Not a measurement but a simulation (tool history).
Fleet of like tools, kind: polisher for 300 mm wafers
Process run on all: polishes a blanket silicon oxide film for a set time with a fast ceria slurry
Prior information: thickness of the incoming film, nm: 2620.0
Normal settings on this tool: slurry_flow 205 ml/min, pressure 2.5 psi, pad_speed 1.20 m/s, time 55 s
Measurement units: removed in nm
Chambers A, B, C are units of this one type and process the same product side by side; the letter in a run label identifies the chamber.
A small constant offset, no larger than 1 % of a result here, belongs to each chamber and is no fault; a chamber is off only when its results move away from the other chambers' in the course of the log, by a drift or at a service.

| run | hour | slurry_flow | pressure | pad_speed | time | wafers polished on this pad | hours since the slurry nozzle was cleaned | hours since the head pressure was calibrated | removed |
|---|---|---|---|---|---|---|---|---|---|
| 1C | 8.2 | 205 | 2.5 | 1.20 | 55 | 159 | 308.7 | 534.3 | 779.65 |
|  | 13.9 | chamber C: head pressure recalibrated |
| 2B | 17.7 | 205 | 2.5 | 1.20 | 55 | 760 | 245.7 | 804.8 | 790.31 |
| 3A | 24.3 | 205 | 2.5 | 1.20 | 55 | 478 | 572.8 | 257.2 | 769.09 |
| 4A | 32.1 | 205 | 2.5 | 1.20 | 55 | 535 | 580.6 | 265.0 | 768.01 |
|  | 36.3 | chamber A: slurry nozzle cleaned |
| 5B | 37.3 | 270 | 2.5 | 1.20 | 55 | 904 | 265.3 | 824.4 | 808.14 |
| 6C | 44.4 | 270 | 2.5 | 1.20 | 55 | 424 | 344.9 | 30.6 | 816.65 |
| 7A | 51.2 | 270 | 2.5 | 1.20 | 55 | 675 | 15.0 | 284.1 | 795.21 |
| 8C | 60.2 | 205 | 2.5 | 1.20 | 55 | 540 | 360.7 | 46.4 | 783.53 |
| 9B | 67.8 | 205 | 2.5 | 1.56 | 44 | 1128 | 295.8 | 854.9 | 814.11 |
|  | 72.1 | chamber B: worn pad replaced by a new one |
| 10C | 72.6 | 205 | 2.5 | 1.56 | 44 | 631 | 373.1 | 58.8 | 830.36 |
|  | 74.5 | chamber C: worn pad replaced by a new one |
| 11B | 77.3 | 205 | 2.5 | 1.56 | 44 | 38 | 305.3 | 864.4 | 809.78 |
| 12A | 84.5 | 205 | 2.5 | 1.20 | 55 | 920 | 48.3 | 317.4 | 779.27 |
| 13C | 93.7 | 205 | 2.5 | 1.20 | 55 | 141 | 394.2 | 79.9 | 792.10 |
| 14B | 99.1 | 205 | 2.5 | 1.20 | 55 | 198 | 327.1 | 886.2 | 780.78 |
| 15A | 108.1 | 205 | 2.5 | 1.58 | 55 | 1093 | 71.9 | 341.0 | 1003.40 |
| 16A | 117.7 | 205 | 2.5 | 1.58 | 55 | 1163 | 81.5 | 350.6 | 1008.30 |
| 17B | 123.6 | 205 | 2.5 | 1.58 | 55 | 378 | 351.6 | 910.7 | 1038.40 |
| 18C | 130.7 | 205 | 2.5 | 1.20 | 55 | 412 | 431.2 | 116.9 | 790.14 |
| 19A | 140.8 | 205 | 2.5 | 1.20 | 55 | 1333 | 104.6 | 373.7 | 763.41 |
|  | 142.0 | chamber B: head pressure recalibrated |
| 20B | 150.0 | 205 | 2.5 | 0.82 | 55 | 572 | 378.0 | 8.1 | 530.02 |
|  | 154.0 | chamber C: slurry nozzle cleaned |
| 21C | 156.8 | 205 | 2.5 | 0.82 | 55 | 604 | 2.8 | 143.0 | 526.35 |
|  | 162.1 | chamber C: worn pad replaced by a new one |
| 22A | 166.7 | 205 | 2.5 | 0.82 | 55 | 1523 | 130.5 | 399.6 | 522.33 |
| 23C | 175.7 | 205 | 2.5 | 1.20 | 55 | 100 | 21.7 | 161.9 | 790.87 |
| 24B | 185.3 | 205 | 2.5 | 1.20 | 55 | 831 | 413.3 | 43.4 | 778.09 |
| 25A | 190.1 | 205 | 2.5 | 1.20 | 55 | 1694 | 153.9 | 423.0 | 750.49 |
| 26B | 200.0 | 205 | 2.5 | 1.20 | 55 | 939 | 428.0 | 58.1 | 782.90 |
| 27C | 204.4 | 205 | 2.5 | 1.50 | 67 | 310 | 50.4 | 190.6 | 1208.00 |
| 28B | 213.6 | 205 | 2.5 | 1.50 | 67 | 1038 | 441.6 | 71.7 | 1210.30 |
|  | 218.6 | chamber B: worn pad replaced by a new one |
| 29C | 220.2 | 205 | 2.5 | 1.50 | 67 | 426 | 66.2 | 206.4 | 1191.60 |
|  | 221.5 | chamber B: slurry nozzle cleaned |
| 30A | 226.6 | 205 | 2.5 | 1.20 | 55 | 1962 | 190.4 | 459.5 | 724.37 |
| 31B | 236.2 | 205 | 2.5 | 1.20 | 55 | 129 | 14.7 | 94.3 | 792.11 |

Next, all 3 chambers run the settings below, one line each with question marks for the results. What does each chamber give?
| 32A | 243.5 | 205 | 2.5 | 1.46 | 55 |  |  |  | ? |
| 32B | 243.5 | 205 | 2.5 | 1.46 | 55 |  |  |  | ? |
| 32C | 243.5 | 205 | 2.5 | 1.46 | 55 |  |  |  | ? |

| run | removed |
|---|---|
| 32A | 885.79 |
| 32B | 959.10 |
| 32C | 969.97 |
